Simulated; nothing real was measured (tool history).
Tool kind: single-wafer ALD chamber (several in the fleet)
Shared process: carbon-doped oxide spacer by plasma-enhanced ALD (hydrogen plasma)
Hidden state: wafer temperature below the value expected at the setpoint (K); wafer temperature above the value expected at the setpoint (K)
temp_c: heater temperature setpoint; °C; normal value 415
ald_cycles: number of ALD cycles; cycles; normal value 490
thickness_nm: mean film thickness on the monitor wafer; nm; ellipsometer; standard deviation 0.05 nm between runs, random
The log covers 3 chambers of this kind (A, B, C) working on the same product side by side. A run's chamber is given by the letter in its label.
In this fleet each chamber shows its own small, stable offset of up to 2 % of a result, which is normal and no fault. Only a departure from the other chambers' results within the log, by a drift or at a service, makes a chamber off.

| run | hour | temp_c | ald_cycles | hours since the last thermocouple change | read-back reference wafer on the same gauge, thickness_nm | thickness_nm |
|---|---|---|---|---|---|---|
| 1C | 5.0 | 415 | 490 | 1429.6 | 24.990 | 23.276 |
| 2B | 13.3 | 415 | 490 | 191.6 | 25.002 | 23.654 |
| 3A | 23.1 | 415 | 490 | 1949.7 | 24.993 | 23.829 |
| 4B | 31.7 | 415 | 490 | 210.0 | 24.994 | 23.585 |
| 5C | 42.7 | 415 | 490 | 1467.3 | 24.982 | 23.290 |
| 6A | 47.7 | 415 | 490 | 1974.3 | 25.012 | 23.723 |
| 7C | 53.6 | 415 | 490 | 1478.2 | 25.002 | 23.284 |
| 8B | 59.3 | 415 | 490 | 237.6 | 24.999 | 23.654 |
| 9A | 67.1 | 415 | 490 | 1993.7 | 25.008 | 23.866 |
| 10A | 76.6 | 415 | 490 | 2003.2 | 24.996 | 23.736 |
| 11C | 83.4 | 415 | 490 | 1508.0 | 24.996 | 23.410 |
| 12B | 88.8 | 415 | 490 | 267.1 | 25.000 | 23.591 |
| 13C | 96.2 | 415 | 490 | 1520.8 | 25.015 | 23.330 |
| 14A | 104.4 | 427 | 490 | 2031.0 | 24.998 | 22.943 |
| 15B | 114.6 | 427 | 490 | 292.9 | 25.006 | 22.743 |
| 16B | 125.6 | 427 | 490 | 303.9 | 24.994 | 22.625 |
| 17A | 133.4 | 415 | 490 | 2060.0 | 24.994 | 23.853 |
| 18C | 142.0 | 422 | 576 | 1566.6 | 25.006 | 26.733 |
| 19A | 149.6 | 422 | 576 | 2076.2 | 25.009 | 27.370 |
| 20B | 154.8 | 422 | 576 | 333.1 | 25.019 | 27.114 |
| 21C | 164.5 | 415 | 490 | 1589.1 | 24.993 | 23.318 |
| 22B | 171.3 | 415 | 490 | 349.6 | 25.003 | 23.560 |
| 23A | 176.4 | 415 | 490 | 2103.0 | 25.011 | 23.907 |
|  | 181.2 | chamber C: thermocouple changed; heater temperature recalibrated |
| 24C | 186.4 | 415 | 490 | 5.3 | 25.005 | 22.834 |
| 25B | 191.4 | 424 | 530 | 369.7 | 25.011 | 24.927 |
| 26C | 199.0 | 424 | 530 | 17.9 | 25.002 | 23.983 |
| 27A | 205.7 | 424 | 530 | 2132.3 | 25.005 | 25.006 |
| 28C | 212.3 | 420 | 554 | 31.2 | 25.020 | 25.472 |
| 29A | 218.6 | 420 | 554 | 2145.2 | 24.993 | 26.536 |
| 30B | 224.9 | 420 | 554 | 403.2 | 24.991 | 26.228 |
| 31C | 233.2 | 405 | 525 | 52.1 | 24.998 | 25.379 |
| 32B | 243.3 | 405 | 525 | 421.6 | 24.998 | 26.232 |
| 33A | 252.1 | 405 | 525 | 2178.7 | 25.018 | 26.266 |
| 34A | 262.7 | 415 | 490 | 2189.3 | 24.995 | 23.799 |
| 35C | 268.4 | 415 | 490 | 87.3 | 25.001 | 22.867 |
| 36B | 277.2 | 406 | 520 | 455.5 | 24.997 | 25.811 |
| 37B | 284.9 | 406 | 520 | 463.2 | 25.017 | 25.811 |
| 38A | 293.1 | 406 | 520 | 2219.7 | 24.997 | 26.030 |
| 39C | 301.6 | 415 | 490 | 120.5 | 24.999 | 22.929 |
| 40B | 308.0 | 415 | 490 | 486.3 | 25.015 | 23.604 |
| 41C | 317.6 | 415 | 490 | 136.5 | 25.002 | 22.994 |

The same settings go to every chamber for the next run, one line per chamber below. Forecast the results for each:
| 42A | 325.5 | 424 | 490 |  |  | ? |
| 42B | 325.5 | 424 | 490 |  |  | ? |
| 42C | 325.5 | 424 | 490 |  |  | ? |

| run | thickness_nm |
|---|---|
| 42A | 23.088 |
| 42B | 22.902 |
| 42C | 22.146 |

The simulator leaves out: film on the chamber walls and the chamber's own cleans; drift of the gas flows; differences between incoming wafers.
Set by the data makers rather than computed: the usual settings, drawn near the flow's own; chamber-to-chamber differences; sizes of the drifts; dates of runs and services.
